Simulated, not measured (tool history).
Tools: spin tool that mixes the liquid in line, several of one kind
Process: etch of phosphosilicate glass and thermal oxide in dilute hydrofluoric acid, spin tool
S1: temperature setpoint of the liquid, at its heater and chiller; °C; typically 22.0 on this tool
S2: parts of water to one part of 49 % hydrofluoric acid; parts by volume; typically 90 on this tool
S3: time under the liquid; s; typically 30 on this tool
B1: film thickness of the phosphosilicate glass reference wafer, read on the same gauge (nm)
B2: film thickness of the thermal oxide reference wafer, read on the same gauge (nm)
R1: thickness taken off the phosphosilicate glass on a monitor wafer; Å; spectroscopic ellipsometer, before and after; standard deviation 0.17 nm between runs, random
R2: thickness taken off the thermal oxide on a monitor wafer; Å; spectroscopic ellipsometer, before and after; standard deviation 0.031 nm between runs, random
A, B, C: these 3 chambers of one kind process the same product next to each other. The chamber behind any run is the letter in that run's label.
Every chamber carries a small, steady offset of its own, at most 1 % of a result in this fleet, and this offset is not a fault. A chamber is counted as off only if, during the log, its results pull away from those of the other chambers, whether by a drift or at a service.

{"run": "1B", "hour": 4.6, "S1": 22.0, "S2": 90, "S3": 30, "B1": 40.004, "B2": 80.024, "R1": 403.55, "R2": 14.784}
{"run": "2A", "hour": 9.3, "S1": 22.0, "S2": 90, "S3": 30, "B1": 40.008, "B2": 79.996, "R1": 408.7, "R2": 14.663}
{"run": "3C", "hour": 13.1, "S1": 22.0, "S2": 90, "S3": 30, "B1": 39.987, "B2": 80.022, "R1": 402.47, "R2": 15.124}
{"run": "4A", "hour": 16.2, "S1": 22.0, "S2": 90, "S3": 30, "B1": 39.993, "B2": 79.99, "R1": 408.49, "R2": 14.585}
{"run": "5C", "hour": 19.6, "S1": 25.0, "S2": 115, "S3": 30, "B1": 40.01, "B2": 80.001, "R1": 345.51, "R2": 12.918}
{"run": "6B", "hour": 22.4, "S1": 25.0, "S2": 115, "S3": 30, "B1": 40.009, "B2": 79.988, "R1": 347.78, "R2": 12.35}
{"run": "7C", "hour": 26.1, "S1": 25.0, "S2": 115, "S3": 30, "B1": 40.003, "B2": 80.002, "R1": 347.24, "R2": 12.306}
{"run": "8A", "hour": 30.3, "S1": 22.0, "S2": 90, "S3": 30, "B1": 40.007, "B2": 80.016, "R1": 410.95, "R2": 14.73}
{"run": "9B", "hour": 34.8, "S1": 22.0, "S2": 90, "S3": 30, "B1": 39.992, "B2": 80.002, "R1": 404.46, "R2": 14.746}
{"hour": 36.6, "done": "chamber A: thermometer replaced"}
{"run": "10B", "hour": 37.6, "S1": 22.0, "S2": 90, "S3": 30, "B1": 40.011, "B2": 79.997, "R1": 405.79, "R2": 14.233}
{"run": "11A", "hour": 42.6, "S1": 17.5, "S2": 90, "S3": 30, "B1": 39.991, "B2": 79.972, "R1": 341.29, "R2": 12.232}
{"run": "12C", "hour": 47.5, "S1": 17.5, "S2": 90, "S3": 30, "B1": 40.012, "B2": 80.02, "R1": 336.78, "R2": 12.718}
{"run": "13C", "hour": 52.4, "S1": 17.5, "S2": 90, "S3": 30, "B1": 39.997, "B2": 79.971, "R1": 336.83, "R2": 12.409}
{"run": "14A", "hour": 56.1, "S1": 22.0, "S2": 90, "S3": 30, "B1": 40.01, "B2": 79.998, "R1": 408.96, "R2": 14.665}
{"run": "15B", "hour": 59.4, "S1": 22.0, "S2": 90, "S3": 30, "B1": 40.002, "B2": 79.998, "R1": 406.34, "R2": 14.325}
{"run": "16A", "hour": 63.5, "S1": 22.0, "S2": 90, "S3": 30, "B1": 39.991, "B2": 80.002, "R1": 406.73, "R2": 14.442}
{"run": "17B", "hour": 68.2, "S1": 22.0, "S2": 90, "S3": 30, "B1": 40.006, "B2": 79.999, "R1": 404.37, "R2": 14.334}
{"run": "18C", "hour": 72.6, "S1": 22.0, "S2": 90, "S3": 30, "B1": 40.007, "B2": 80.039, "R1": 403.24, "R2": 15.048}
{"run": "19A", "hour": 78.0, "S1": 22.0, "S2": 90, "S3": 30, "B1": 39.998, "B2": 80.013, "R1": 405.92, "R2": 15.262}
{"run": "20B", "hour": 81.8, "S1": 22.0, "S2": 90, "S3": 30, "B1": 40.01, "B2": 79.991, "R1": 407.77, "R2": 14.577}
{"run": "21C", "hour": 85.4, "S1": 22.0, "S2": 90, "S3": 30, "B1": 40.005, "B2": 79.999, "R1": 404.0, "R2": 14.47}
{"run": "22B", "hour": 88.2, "S1": 22.0, "S2": 90, "S3": 30, "B1": 40.015, "B2": 79.976, "R1": 405.85, "R2": 14.813}
{"run": "23C", "hour": 91.6, "S1": 22.0, "S2": 90, "S3": 30, "B1": 39.997, "B2": 79.986, "R1": 404.97, "R2": 15.516}
{"run": "24A", "hour": 97.1, "S1": 22.0, "S2": 90, "S3": 30, "B1": 40.0, "B2": 80.017, "R1": 408.23, "R2": 14.419}
{"run": "25A", "hour": 100.1, "S1": 22.0, "S2": 90, "S3": 30, "B1": 40.002, "B2": 80.001, "R1": 409.88, "R2": 14.886}
{"run": "26B", "hour": 105.1, "S1": 23.5, "S2": 110, "S3": 30, "B1": 40.007, "B2": 80.036, "R1": 342.63, "R2": 12.509}
{"run": "27C", "hour": 108.9, "S1": 23.5, "S2": 110, "S3": 30, "B1": 39.997, "B2": 80.008, "R1": 342.2, "R2": 12.66}
{"run": "28C", "hour": 114.0, "S1": 23.5, "S2": 110, "S3": 30, "B1": 40.018, "B2": 80.0, "R1": 344.76, "R2": 12.186}
{"run": "29A", "hour": 117.7, "S1": 22.0, "S2": 90, "S3": 30, "B1": 39.988, "B2": 79.969, "R1": 404.5, "R2": 14.75}
{"run": "30B", "hour": 120.1, "S1": 22.0, "S2": 90, "S3": 30, "B1": 39.994, "B2": 79.997, "R1": 406.92, "R2": 14.627}
{"run": "31C", "hour": 124.0, "S1": 22.0, "S2": 90, "S3": 30, "B1": 39.985, "B2": 80.004, "R1": 401.03, "R2": 14.971}
{"run": "32A", "hour": 128.2, "S1": 22.0, "S2": 90, "S3": 30, "B1": 40.016, "B2": 79.978, "R1": 404.67, "R2": 14.638}
{"run": "33B", "hour": 131.8, "S1": 22.0, "S2": 90, "S3": 30, "B1": 39.989, "B2": 79.946, "R1": 406.96, "R2": 14.463}
{"run": "34A", "hour": 136.6, "S1": 22.0, "S2": 90, "S3": 30, "B1": 40.006, "B2": 80.001, "R1": 405.13, "R2": 14.853}
{"run": "35B", "hour": 139.6, "S1": 22.0, "S2": 90, "S3": 30, "B1": 40.022, "B2": 80.006, "R1": 407.36, "R2": 14.147}
{"run": "36C", "hour": 143.2, "S1": 22.0, "S2": 90, "S3": 30, "B1": 39.999, "B2": 80.015, "R1": 406.03, "R2": 15.021}
{"run": "37A", "hour": 148.0, "S1": 22.0, "S2": 90, "S3": 30, "B1": 39.986, "B2": 80.002, "R1": 410.61, "R2": 15.183}

Is one chamber out of step, is the gauge drifting, or do the chambers differ by no more than their own small offsets? For an off chamber, give its letter and the likeliest cause.

All chambers stay in line apart from their small fixed offsets, and the gauge does not drift.
